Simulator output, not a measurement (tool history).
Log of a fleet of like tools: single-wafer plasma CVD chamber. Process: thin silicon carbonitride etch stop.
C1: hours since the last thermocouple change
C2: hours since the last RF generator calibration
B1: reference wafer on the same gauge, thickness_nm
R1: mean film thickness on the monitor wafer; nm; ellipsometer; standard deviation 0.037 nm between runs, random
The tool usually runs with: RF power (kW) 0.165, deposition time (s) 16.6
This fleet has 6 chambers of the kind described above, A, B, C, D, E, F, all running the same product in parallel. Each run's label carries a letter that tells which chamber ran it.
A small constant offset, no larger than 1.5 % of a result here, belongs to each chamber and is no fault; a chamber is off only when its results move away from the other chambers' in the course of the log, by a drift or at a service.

Run 1C, hour 9.6: usual settings; C1 386.8; C2 338.5; B1 9.6873. Result: R1 8.7929 nm.
Run 2B, hour 18.4: usual settings; C1 852.6; C2 86.1; B1 9.6804. Result: R1 9.0827 nm.
Run 3A, hour 23.2: usual settings; C1 1557.4; C2 923.4; B1 9.6870. Result: R1 9.0204 nm.
Run 4D, hour 33.0: usual settings; C1 1088.5; C2 214.9; B1 9.6716. Result: R1 8.9259 nm.
Run 5F, hour 42.1: usual settings; C1 1226.9; C2 1408.6; B1 9.6869. Result: R1 9.0299 nm.
Run 6E, hour 49.0: usual settings; C1 2111.2; C2 1675.2; B1 9.6785. Result: R1 8.9837 nm.
Run 7C, hour 55.9: usual settings; C1 433.1; C2 384.8; B1 9.6794. Result: R1 8.8461 nm.
Run 8E, hour 65.3: usual settings; C1 2127.5; C2 1691.5; B1 9.6835. Result: R1 9.0120 nm.
Run 9F, hour 71.5: usual settings but RF power (kW) 0.195; C1 1256.3; C2 1438.0; B1 9.6744. Result: R1 9.3681 nm.
Run 10A, hour 76.7: usual settings but RF power (kW) 0.195; C1 1610.9; C2 976.9; B1 9.6756. Result: R1 9.3563 nm.
Run 11D, hour 86.4: usual settings but RF power (kW) 0.195; C1 1141.9; C2 268.3; B1 9.6753. Result: R1 9.3852 nm.
Run 12B, hour 94.8: usual settings but RF power (kW) 0.195; C1 929.0; C2 162.5; B1 9.6809. Result: R1 9.5480 nm.
At hour 95.0: chamber F: thermocouple changed; heater temperature recalibrated.
Run 13D, hour 99.8: usual settings but RF power (kW) 0.195; C1 1155.3; C2 281.7; B1 9.6887. Result: R1 9.3311 nm.
Run 14E, hour 104.4: usual settings but RF power (kW) 0.195; C1 2166.6; C2 1730.6; B1 9.6893. Result: R1 9.4843 nm.
Run 15F, hour 109.2: usual settings; C1 14.3; C2 1475.7; B1 9.6659. Result: R1 9.0071 nm.
Run 16C, hour 116.0: usual settings; C1 493.2; C2 444.9; B1 9.6683. Result: R1 8.8929 nm.
Run 17B, hour 125.6: usual settings; C1 959.8; C2 193.3; B1 9.6833. Result: R1 9.1030 nm.
Run 18A, hour 132.1: usual settings; C1 1666.3; C2 1032.3; B1 9.6713. Result: R1 8.9469 nm.
Run 19A, hour 142.1: usual settings; C1 1676.3; C2 1042.3; B1 9.6781. Result: R1 8.9183 nm.
Run 20B, hour 148.2: usual settings but RF power (kW) 0.135; C1 982.4; C2 215.9; B1 9.6736. Result: R1 8.4483 nm.
At hour 155.1: chamber A: thermocouple changed; heater temperature recalibrated.
Run 21F, hour 156.2: usual settings but RF power (kW) 0.135; C1 61.3; C2 1522.7; B1 9.6798. Result: R1 8.5195 nm.
Run 22E, hour 162.2: usual settings but RF power (kW) 0.135; C1 2224.4; C2 1788.4; B1 9.6714. Result: R1 8.4698 nm.
Run 23D, hour 170.6: usual settings but RF power (kW) 0.135; C1 1226.1; C2 352.5; B1 9.6678. Result: R1 8.3948 nm.
Run 24C, hour 175.1: usual settings but RF power (kW) 0.135; C1 552.3; C2 504.0; B1 9.6836. Result: R1 8.2972 nm.
Run 25B, hour 184.8: usual settings but RF power (kW) 0.135; C1 1019.0; C2 252.5; B1 9.6803. Result: R1 8.4707 nm.
Run 26D, hour 193.9: usual settings; C1 1249.4; C2 375.8; B1 9.6678. Result: R1 8.8761 nm.
Run 27A, hour 200.7: usual settings but deposition time (s) 19.4; C1 45.6; C2 1100.9; B1 9.6703. Result: R1 10.4030 nm.
Run 28C, hour 210.4: usual settings but deposition time (s) 19.4; C1 587.6; C2 539.3; B1 9.6876. Result: R1 10.3150 nm.
Run 29E, hour 216.3: usual settings but deposition time (s) 19.4; C1 2278.5; C2 1842.5; B1 9.6762. Result: R1 10.5770 nm.
At hour 224.5: chamber E: thermocouple changed; heater temperature recalibrated.
Run 30F, hour 225.7: usual settings but deposition time (s) 19.4; C1 130.8; C2 1592.2; B1 9.6861. Result: R1 10.4150 nm.
Run 31B, hour 233.9: usual settings but deposition time (s) 19.4; C1 1068.1; C2 301.6; B1 9.6819. Result: R1 10.5380 nm.
Run 32C, hour 242.0: usual settings but deposition time (s) 19.4; C1 619.2; C2 570.9; B1 9.6910. Result: R1 10.3790 nm.
Run 33A, hour 248.6: usual settings; C1 93.5; C2 1148.8; B1 9.6830. Result: R1 8.9987 nm.
Run 34D, hour 254.5: usual settings but RF power (kW) 0.175; C1 1310.0; C2 436.4; B1 9.6914. Result: R1 9.0655 nm.
Run 35F, hour 262.7: usual settings but RF power (kW) 0.175; C1 167.8; C2 1629.2; B1 9.6831. Result: R1 9.1584 nm.
Run 36E, hour 269.5: usual settings but RF power (kW) 0.175; C1 45.0; C2 1895.7; B1 9.6756. Result: R1 9.1523 nm.
Run 37A, hour 277.1: usual settings but RF power (kW) 0.175; C1 122.0; C2 1177.3; B1 9.6713. Result: R1 9.1100 nm.
Run 38B, hour 285.9: usual settings but RF power (kW) 0.175; C1 1120.1; C2 353.6; B1 9.6869. Result: R1 9.2416 nm.
Run 39C, hour 293.4: usual settings but RF power (kW) 0.175; C1 670.6; C2 622.3; B1 9.6743. Result: R1 8.9864 nm.
Run 40E, hour 298.7: usual settings but deposition time (s) 19.5; C1 74.2; C2 1924.9; B1 9.6863. Result: R1 10.6060 nm.
Run 41D, hour 304.1: usual settings but deposition time (s) 19.5; C1 1359.6; C2 486.0; B1 9.6850. Result: R1 10.5340 nm.
Run 42F, hour 309.5: usual settings but deposition time (s) 19.5; C1 214.6; C2 1676.0; B1 9.6835. Result: R1 10.5110 nm.
Run 43F, hour 319.3: usual settings but deposition time (s) 19.5; C1 224.4; C2 1685.8; B1 9.6770. Result: R1 10.5290 nm.
Run 44A, hour 329.3: usual settings but deposition time (s) 19.5; C1 174.2; C2 1229.5; B1 9.6780. Result: R1 10.5100 nm.

What goes on in this fleet: one chamber off, a drifting gauge, or nothing beyond the chambers' own small offsets? Name the chamber and the cause, if any.

The fleet is healthy, with each chamber sitting at its usual small offset and no drift in the gauge.
